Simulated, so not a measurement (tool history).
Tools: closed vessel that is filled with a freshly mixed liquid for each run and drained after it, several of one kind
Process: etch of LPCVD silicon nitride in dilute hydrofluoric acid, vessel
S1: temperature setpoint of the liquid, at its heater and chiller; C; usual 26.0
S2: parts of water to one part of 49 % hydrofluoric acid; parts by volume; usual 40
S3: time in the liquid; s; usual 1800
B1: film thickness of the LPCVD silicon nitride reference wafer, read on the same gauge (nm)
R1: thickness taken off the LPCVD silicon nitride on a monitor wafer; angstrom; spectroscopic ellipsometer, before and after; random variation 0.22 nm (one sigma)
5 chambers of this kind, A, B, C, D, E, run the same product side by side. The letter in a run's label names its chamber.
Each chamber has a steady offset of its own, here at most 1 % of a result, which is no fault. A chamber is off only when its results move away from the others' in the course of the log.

run     day    S1  S2    S3      B1       R1
 1D   0.288  26.0  40  1800  130.01  222.470
 2B   0.821  26.0  40  1800  130.03  230.030
 3A   1.275  26.0  40  1800  130.01  220.780
 4E   1.604  26.0  40  1800  129.99  223.050
 5C   2.154  29.5  40  1800  130.02  276.480
 6D   2.558  29.5  40  1800  129.98  281.440
 7A   2.800  29.5  40  1800  130.00  283.540
 8C   3.212  29.5  40  1800  130.02  278.650
 9E   3.708  29.5  40  1800  129.99  282.150
10B   4.092  26.0  40  1800  129.98  227.420
11E   4.383  26.0  40  1800  130.03  229.460
      4.508  -- chamber D: hydrofluoric acid flow meter replaced
12C   4.762  26.0  40  1800  129.99  225.620
      5.271  -- chamber B: hydrofluoric acid flow meter replaced
13B   5.296  26.0  40  1800  130.00  227.510
14A   5.675  26.0  40  1800  130.01  224.250
15D   6.129  26.0  30  1345  130.00  217.550
16E   6.462  26.0  30  1345  130.00  221.770
17D   6.738  26.0  30  1345  130.01  223.960
18B   7.200  26.0  30  1345  130.04  221.710
19A   7.504  26.0  30  1345  129.99  220.160
20C   7.812  26.0  40  1800  129.99  223.840
21C   8.167  26.0  40  1800  129.98  222.980
22E   8.704  26.0  40  1800  130.00  225.280
23D   9.025  26.0  40  1800  130.03  218.740
      9.288  -- chamber A: hydrofluoric acid flow meter replaced
24B   9.425  26.0  40  1800  130.01  224.510
25A   9.804  26.0  40  1800  129.99  226.330
26D  10.238  26.0  40  1800  130.01  223.370
27B  10.567  26.0  40  1800  129.99  227.280
28A  11.088  28.0  40  1800  129.97  254.320
29E  11.562  28.0  40  1800  130.02  252.170
30C  11.975  28.0  40  1800  130.00  251.280
     12.296  -- chamber C: hydrofluoric acid flow meter replaced
31E  12.404  28.0  40  1800  129.98  258.280
32A  12.942  28.0  40  1800  130.04  257.010
33C  13.212  26.0  40  1800  129.98  225.090
34D  13.471  26.0  40  1800  130.02  221.390
35B  13.979  26.0  40  1800  130.03  226.160
36D  14.504  26.0  40  1800  129.99  221.350
     14.758  -- chamber E: hydrofluoric acid flow meter replaced
37C  14.921  26.0  40  1800  129.96  219.380
38B  15.196  23.5  40   855  129.99   89.425
39A  15.717  23.5  40   855  129.98   90.797
40E  16.092  23.5  40   855  130.01   91.367

What goes on in this fleet: one chamber off, a drifting gauge, or nothing beyond the chambers' own small offsets? Name the chamber and the cause, if any.

No chamber stands off beyond its own small offset, and the gauge holds steady.
